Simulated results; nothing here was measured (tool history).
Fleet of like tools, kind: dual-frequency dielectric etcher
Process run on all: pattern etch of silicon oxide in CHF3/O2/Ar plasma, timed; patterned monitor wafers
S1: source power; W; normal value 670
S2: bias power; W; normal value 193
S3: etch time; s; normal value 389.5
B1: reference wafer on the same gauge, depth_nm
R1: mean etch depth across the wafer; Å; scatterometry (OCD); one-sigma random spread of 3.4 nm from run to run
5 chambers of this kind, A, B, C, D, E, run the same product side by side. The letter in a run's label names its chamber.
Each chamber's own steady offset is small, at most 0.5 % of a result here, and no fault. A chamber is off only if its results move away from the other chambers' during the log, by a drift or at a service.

run,hour,S1,S2,S3,B1,R1
1A,5.4,670,193,389.5,959.06,8135.1
2B,9.9,670,193,389.5,960.33,8132.0
3E,13.9,670,193,389.5,958.89,8209.5
4C,18.1,670,193,389.5,959.35,8160.2
5D,23.9,670,193,389.5,957.94,8165.9
6D,29.2,670,193,389.5,958.92,8159.3
7B,35.0,670,193,389.5,958.77,8207.3
8C,39.1,670,193,389.5,958.63,8180.8
9E,45.8,670,193,389.5,958.78,8191.7
10A,51.6,670,193,389.5,958.93,8173.4
11C,57.0,670,193,389.5,958.99,8197.0
12A,62.7,670,193,389.5,958.54,8214.0
# hour 64.2: chamber D: wet clean of the chamber
13B,68.1,670,193,389.5,958.73,8215.9
14D,73.4,670,193,389.5,959.56,8189.9
15E,76.8,670,193,389.5,958.54,8232.8
16C,82.0,670,193,389.5,959.30,8153.5
17D,86.0,670,193,389.5,959.93,8279.3
18B,90.0,780,193,389.5,957.70,8646.8
19E,96.4,780,193,389.5,959.18,8618.9
20A,101.0,780,193,389.5,959.25,8649.6
21C,106.6,780,193,389.5,958.17,8619.7
22D,111.9,780,193,389.5,958.44,8736.7
23A,116.4,670,193,389.5,958.10,8195.6
24E,122.8,670,193,389.5,959.53,8149.5
25B,128.9,670,193,389.5,959.08,8216.6
# hour 131.7: chamber E: wet clean of the chamber
26E,135.3,670,193,389.5,957.79,8220.7
27C,138.8,670,193,389.5,959.64,8165.1
28A,145.0,670,193,389.5,959.04,8244.0
29D,151.5,670,193,389.5,959.10,8234.4
30B,157.3,670,193,389.5,958.07,8211.0
31C,164.3,670,193,389.5,957.90,8112.2
32B,170.6,670,193,389.5,959.57,8179.1
33A,177.9,670,193,389.5,958.88,8178.3

Next, all 5 chambers run the settings below, one line each with question marks for the results. What does each chamber give?
34A,183.2,670,193,389.5,,?
34B,183.2,670,193,389.5,,?
34C,183.2,670,193,389.5,,?
34D,183.2,670,193,389.5,,?
34E,183.2,670,193,389.5,,?

run,R1
34A,8140.6
34B,8164.4
34C,8207.3
34D,8202.4
34E,8213.1

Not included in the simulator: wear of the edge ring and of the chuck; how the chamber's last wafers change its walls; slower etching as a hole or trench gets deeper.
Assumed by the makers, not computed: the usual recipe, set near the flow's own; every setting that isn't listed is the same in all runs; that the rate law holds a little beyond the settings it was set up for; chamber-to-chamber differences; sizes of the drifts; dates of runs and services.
